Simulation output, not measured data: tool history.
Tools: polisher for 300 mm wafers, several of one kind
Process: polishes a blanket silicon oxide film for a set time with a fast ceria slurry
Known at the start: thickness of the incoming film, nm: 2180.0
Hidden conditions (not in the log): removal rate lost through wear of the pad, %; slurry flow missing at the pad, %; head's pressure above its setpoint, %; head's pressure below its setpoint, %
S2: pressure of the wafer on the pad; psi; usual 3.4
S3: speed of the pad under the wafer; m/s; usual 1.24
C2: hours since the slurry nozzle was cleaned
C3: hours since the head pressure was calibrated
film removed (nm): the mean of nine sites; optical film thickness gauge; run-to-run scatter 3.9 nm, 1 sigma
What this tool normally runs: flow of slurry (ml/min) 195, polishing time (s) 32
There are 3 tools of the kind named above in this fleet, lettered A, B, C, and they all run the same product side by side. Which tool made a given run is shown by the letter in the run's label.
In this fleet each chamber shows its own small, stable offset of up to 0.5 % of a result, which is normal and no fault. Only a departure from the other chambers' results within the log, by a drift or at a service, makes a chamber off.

Run 1C, day 0.483: usual settings; wafers polished on this pad 936; C2 57.3; C3 1210.3. Result: film removed (nm) 633.38.
Run 2A, day 0.971: usual settings; wafers polished on this pad 587; C2 35.5; C3 826.9. Result: film removed (nm) 629.49.
At day 1.429: chamber B: head pressure recalibrated.
Run 3B, day 1.458: usual settings; wafers polished on this pad 724; C2 117.1; C3 0.7. Result: film removed (nm) 634.96.
At day 1.575: chamber C: worn pad replaced by a new one.
Run 4A, day 1.758: usual settings; wafers polished on this pad 866; C2 54.4; C3 845.8. Result: film removed (nm) 628.56.
Run 5B, day 2.075: usual settings; wafers polished on this pad 943; C2 131.9; C3 15.5. Result: film removed (nm) 626.18.
Run 6C, day 2.583: usual settings; wafers polished on this pad 356; C2 107.7; C3 1260.7. Result: film removed (nm) 638.44.
Run 7C, day 2.946: usual settings; wafers polished on this pad 485; C2 116.4; C3 1269.4. Result: film removed (nm) 629.16.
At day 3.050: chamber B: worn pad replaced by a new one.
Run 8A, day 3.317: usual settings; wafers polished on this pad 1417; C2 91.8; C3 883.2. Result: film removed (nm) 616.88.
Run 9B, day 3.850: usual settings; wafers polished on this pad 283; C2 174.5; C3 58.1. Result: film removed (nm) 632.78.
At day 3.925: chamber C: head pressure recalibrated.
Run 10A, day 4.246: usual settings; wafers polished on this pad 1746; C2 114.1; C3 905.5. Result: film removed (nm) 626.63.
Run 11C, day 4.767: usual settings; wafers polished on this pad 1129; C2 160.1; C3 20.3. Result: film removed (nm) 631.30.
Run 12B, day 5.171: usual settings; wafers polished on this pad 750; C2 206.2; C3 89.8. Result: film removed (nm) 632.92.
At day 5.292: chamber C: worn pad replaced by a new one.
Run 13B, day 5.462: usual settings; wafers polished on this pad 853; C2 213.2; C3 96.8. Result: film removed (nm) 629.76.
Run 14A, day 5.912: usual settings; wafers polished on this pad 2335; C2 154.1; C3 945.5. Result: film removed (nm) 607.17.
Run 15C, day 6.292: usual settings; wafers polished on this pad 354; C2 196.7; C3 56.9. Result: film removed (nm) 634.58.
Run 16B, day 6.779: usual settings; wafers polished on this pad 1319; C2 244.8; C3 128.4. Result: film removed (nm) 636.13.
At day 6.833: chamber B: worn pad replaced by a new one.
Run 17C, day 7.171: usual settings; wafers polished on this pad 665; C2 217.8; C3 78.0. Result: film removed (nm) 626.26.
Run 18A, day 7.558: usual settings; wafers polished on this pad 2917; C2 193.6; C3 985.0. Result: film removed (nm) 606.08.
Run 19A, day 8.088: usual settings; wafers polished on this pad 3105; C2 206.3; C3 997.7. Result: film removed (nm) 601.26.
At day 8.592: chamber C: worn pad replaced by a new one.
Run 20B, day 8.596: usual settings; wafers polished on this pad 624; C2 288.4; C3 172.0. Result: film removed (nm) 631.17.
Run 21C, day 9.079: usual settings; wafers polished on this pad 173; C2 263.6; C3 123.8. Result: film removed (nm) 632.41.
Run 22C, day 9.492: usual settings but S2 3.9 psi, polishing time (s) 37; wafers polished on this pad 319; C2 273.5; C3 133.7. Result: film removed (nm) 839.32.
Run 23B, day 9.817: usual settings but S2 3.9 psi, polishing time (s) 37; wafers polished on this pad 1056; C2 317.7; C3 201.3. Result: film removed (nm) 824.27.
Run 24A, day 10.354: usual settings but S2 3.9 psi, polishing time (s) 37; wafers polished on this pad 3906; C2 260.7; C3 1052.1. Result: film removed (nm) 792.41.
At day 10.800: chamber B: worn pad replaced by a new one.
Run 25B, day 10.829: usual settings; wafers polished on this pad 10; C2 342.0; C3 225.6. Result: film removed (nm) 634.03.
Run 26C, day 11.138: usual settings; wafers polished on this pad 901; C2 313.0; C3 173.2. Result: film removed (nm) 630.08.

Predict what each chamber gives when all 3 of them run the settings below next.
Run 27A, day 11.546: usual settings. Result: film removed (nm) ?.
Run 27B, day 11.546: usual settings. Result: film removed (nm) ?.
Run 27C, day 11.546: usual settings. Result: film removed (nm) ?.

run  film removed (nm)
27A             602.29
27B             630.14
27C             636.04
